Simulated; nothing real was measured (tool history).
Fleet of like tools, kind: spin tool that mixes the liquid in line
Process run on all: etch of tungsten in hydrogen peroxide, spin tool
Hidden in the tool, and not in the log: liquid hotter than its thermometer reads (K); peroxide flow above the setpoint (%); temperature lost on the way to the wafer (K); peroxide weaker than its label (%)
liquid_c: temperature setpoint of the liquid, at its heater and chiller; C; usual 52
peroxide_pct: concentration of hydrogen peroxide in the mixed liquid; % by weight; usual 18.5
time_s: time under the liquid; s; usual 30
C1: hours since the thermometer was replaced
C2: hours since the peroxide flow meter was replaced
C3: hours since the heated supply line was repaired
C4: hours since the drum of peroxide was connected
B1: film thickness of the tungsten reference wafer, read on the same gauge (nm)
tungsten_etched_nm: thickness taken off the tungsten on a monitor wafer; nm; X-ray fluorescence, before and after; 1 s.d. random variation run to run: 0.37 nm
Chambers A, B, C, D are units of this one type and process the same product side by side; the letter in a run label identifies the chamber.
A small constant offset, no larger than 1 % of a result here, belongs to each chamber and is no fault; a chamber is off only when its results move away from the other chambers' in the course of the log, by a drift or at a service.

{"run": "1A", "day": 0.238, "liquid_c": 52, "peroxide_pct": 18.5, "time_s": 30, "C1": 308.2, "C2": 213.4, "C3": 1520.2, "C4": 545.2, "B1": 79.986, "tungsten_etched_nm": 46.098}
{"run": "2C", "day": 0.45, "liquid_c": 52, "peroxide_pct": 18.5, "time_s": 30, "C1": 143.7, "C2": 1011.4, "C3": 877.9, "C4": 584.9, "B1": 79.985, "tungsten_etched_nm": 45.028}
{"run": "3D", "day": 0.583, "liquid_c": 52, "peroxide_pct": 18.5, "time_s": 30, "C1": 2041.9, "C2": 146.1, "C3": 1392.6, "C4": 691.7, "B1": 80.023, "tungsten_etched_nm": 45.178}
{"run": "4B", "day": 0.804, "liquid_c": 52, "peroxide_pct": 18.5, "time_s": 30, "C1": 470.9, "C2": 1917.9, "C3": 1489.7, "C4": 1119.1, "B1": 80.02, "tungsten_etched_nm": 45.417}
{"run": "5A", "day": 1.046, "liquid_c": 52, "peroxide_pct": 18.5, "time_s": 30, "C1": 327.6, "C2": 232.8, "C3": 1539.6, "C4": 564.6, "B1": 80.02, "tungsten_etched_nm": 45.716}
{"run": "6D", "day": 1.288, "liquid_c": 52, "peroxide_pct": 18.5, "time_s": 30, "C1": 2058.8, "C2": 163, "C3": 1409.5, "C4": 708.6, "B1": 79.989, "tungsten_etched_nm": 45.794}
{"run": "7C", "day": 1.454, "liquid_c": 52, "peroxide_pct": 18.5, "time_s": 30, "C1": 167.8, "C2": 1035.5, "C3": 902, "C4": 609, "B1": 80.004, "tungsten_etched_nm": 45.661}
{"run": "8B", "day": 1.688, "liquid_c": 52, "peroxide_pct": 18.5, "time_s": 30, "C1": 492.1, "C2": 1939.1, "C3": 1510.9, "C4": 1140.3, "B1": 79.998, "tungsten_etched_nm": 45.64}
{"day": 1.85, "done": "chamber B: heated supply line repaired"}
{"run": "9A", "day": 1.858, "liquid_c": 52, "peroxide_pct": 18.5, "time_s": 30, "C1": 347.1, "C2": 252.3, "C3": 1559.1, "C4": 584.1, "B1": 79.994, "tungsten_etched_nm": 46.155}
{"run": "10B", "day": 2.012, "liquid_c": 52, "peroxide_pct": 18.5, "time_s": 30, "C1": 499.9, "C2": 1946.9, "C3": 3.9, "C4": 1148.1, "B1": 80.009, "tungsten_etched_nm": 45.851}
{"run": "11D", "day": 2.162, "liquid_c": 52, "peroxide_pct": 18.5, "time_s": 30, "C1": 2079.8, "C2": 184, "C3": 1430.5, "C4": 729.6, "B1": 79.999, "tungsten_etched_nm": 45.883}
{"run": "12C", "day": 2.4, "liquid_c": 60.5, "peroxide_pct": 18.5, "time_s": 30, "C1": 190.5, "C2": 1058.2, "C3": 924.7, "C4": 631.7, "B1": 80.017, "tungsten_etched_nm": 74.946}
{"day": 2.467, "done": "chamber D: new drum of peroxide connected"}
{"run": "13C", "day": 2.517, "liquid_c": 60.5, "peroxide_pct": 18.5, "time_s": 30, "C1": 193.3, "C2": 1061, "C3": 927.5, "C4": 634.5, "B1": 80.005, "tungsten_etched_nm": 74.717}
{"run": "14D", "day": 2.654, "liquid_c": 60.5, "peroxide_pct": 18.5, "time_s": 30, "C1": 2091.6, "C2": 195.8, "C3": 1442.3, "C4": 4.5, "B1": 80.006, "tungsten_etched_nm": 76.155}
{"run": "15B", "day": 2.829, "liquid_c": 60.5, "peroxide_pct": 18.5, "time_s": 30, "C1": 519.5, "C2": 1966.5, "C3": 23.5, "C4": 1167.7, "B1": 79.98, "tungsten_etched_nm": 74.465}
{"run": "16A", "day": 2.975, "liquid_c": 52, "peroxide_pct": 18.5, "time_s": 30, "C1": 373.9, "C2": 279.1, "C3": 1585.9, "C4": 610.9, "B1": 80.025, "tungsten_etched_nm": 45.472}
{"run": "17A", "day": 3.142, "liquid_c": 52, "peroxide_pct": 18.5, "time_s": 30, "C1": 377.9, "C2": 283.1, "C3": 1589.9, "C4": 614.9, "B1": 79.982, "tungsten_etched_nm": 45.215}
{"run": "18B", "day": 3.358, "liquid_c": 48, "peroxide_pct": 20, "time_s": 30, "C1": 532.2, "C2": 1979.2, "C3": 36.2, "C4": 1180.4, "B1": 80.017, "tungsten_etched_nm": 36.606}
{"run": "19C", "day": 3.554, "liquid_c": 48, "peroxide_pct": 20, "time_s": 30, "C1": 218.2, "C2": 1085.9, "C3": 952.4, "C4": 659.4, "B1": 80, "tungsten_etched_nm": 36.844}
{"day": 3.746, "done": "chamber B: peroxide flow meter replaced"}
{"run": "20D", "day": 3.788, "liquid_c": 48, "peroxide_pct": 20, "time_s": 30, "C1": 2118.8, "C2": 223, "C3": 1469.5, "C4": 31.7, "B1": 79.999, "tungsten_etched_nm": 39.337}
{"run": "21C", "day": 4.012, "liquid_c": 48, "peroxide_pct": 20, "time_s": 30, "C1": 229.2, "C2": 1096.9, "C3": 963.4, "C4": 670.4, "B1": 79.978, "tungsten_etched_nm": 36.958}
{"run": "22D", "day": 4.142, "liquid_c": 55.5, "peroxide_pct": 18.5, "time_s": 45, "C1": 2127.3, "C2": 231.5, "C3": 1478, "C4": 40.2, "B1": 79.991, "tungsten_etched_nm": 88.341}
{"run": "23A", "day": 4.288, "liquid_c": 55.5, "peroxide_pct": 18.5, "time_s": 45, "C1": 405.4, "C2": 310.6, "C3": 1617.4, "C4": 642.4, "B1": 80.004, "tungsten_etched_nm": 82.97}
{"run": "24B", "day": 4.483, "liquid_c": 55.5, "peroxide_pct": 18.5, "time_s": 45, "C1": 559.2, "C2": 17.8, "C3": 63.2, "C4": 1207.4, "B1": 80.008, "tungsten_etched_nm": 83.085}
{"run": "25B", "day": 4.625, "liquid_c": 55.5, "peroxide_pct": 18.5, "time_s": 45, "C1": 562.6, "C2": 21.2, "C3": 66.6, "C4": 1210.8, "B1": 79.988, "tungsten_etched_nm": 84.234}
{"day": 4.779, "done": "chamber C: new drum of peroxide connected"}
{"run": "26C", "day": 4.842, "liquid_c": 52, "peroxide_pct": 18.5, "time_s": 30, "C1": 249.1, "C2": 1116.8, "C3": 983.3, "C4": 1.5, "B1": 80.004, "tungsten_etched_nm": 45.873}
{"run": "27D", "day": 4.996, "liquid_c": 61.5, "peroxide_pct": 18.5, "time_s": 40, "C1": 2147.8, "C2": 252, "C3": 1498.5, "C4": 60.7, "B1": 80.015, "tungsten_etched_nm": 110.96}
{"run": "28A", "day": 5.15, "liquid_c": 61.5, "peroxide_pct": 18.5, "time_s": 40, "C1": 426.1, "C2": 331.3, "C3": 1638.1, "C4": 663.1, "B1": 79.973, "tungsten_etched_nm": 106.94}
{"run": "29A", "day": 5.271, "liquid_c": 61.5, "peroxide_pct": 18.5, "time_s": 40, "C1": 429, "C2": 334.2, "C3": 1641, "C4": 666, "B1": 80.007, "tungsten_etched_nm": 107.1}
{"run": "30B", "day": 5.458, "liquid_c": 61.5, "peroxide_pct": 18.5, "time_s": 40, "C1": 582.6, "C2": 41.2, "C3": 86.6, "C4": 1230.8, "B1": 80.004, "tungsten_etched_nm": 106.1}

Next, every chamber runs the same settings. What will each give?
{"run": "31A", "day": 5.633, "liquid_c": 52, "peroxide_pct": 18.5, "time_s": 30, "tungsten_etched_nm": "?"}
{"run": "31B", "day": 5.633, "liquid_c": 52, "peroxide_pct": 18.5, "time_s": 30, "tungsten_etched_nm": "?"}
{"run": "31C", "day": 5.633, "liquid_c": 52, "peroxide_pct": 18.5, "time_s": 30, "tungsten_etched_nm": "?"}
{"run": "31D", "day": 5.633, "liquid_c": 52, "peroxide_pct": 18.5, "time_s": 30, "tungsten_etched_nm": "?"}

run=31A tungsten_etched_nm=45.251
run=31B tungsten_etched_nm=45.019
run=31C tungsten_etched_nm=45.473
run=31D tungsten_etched_nm=49.199

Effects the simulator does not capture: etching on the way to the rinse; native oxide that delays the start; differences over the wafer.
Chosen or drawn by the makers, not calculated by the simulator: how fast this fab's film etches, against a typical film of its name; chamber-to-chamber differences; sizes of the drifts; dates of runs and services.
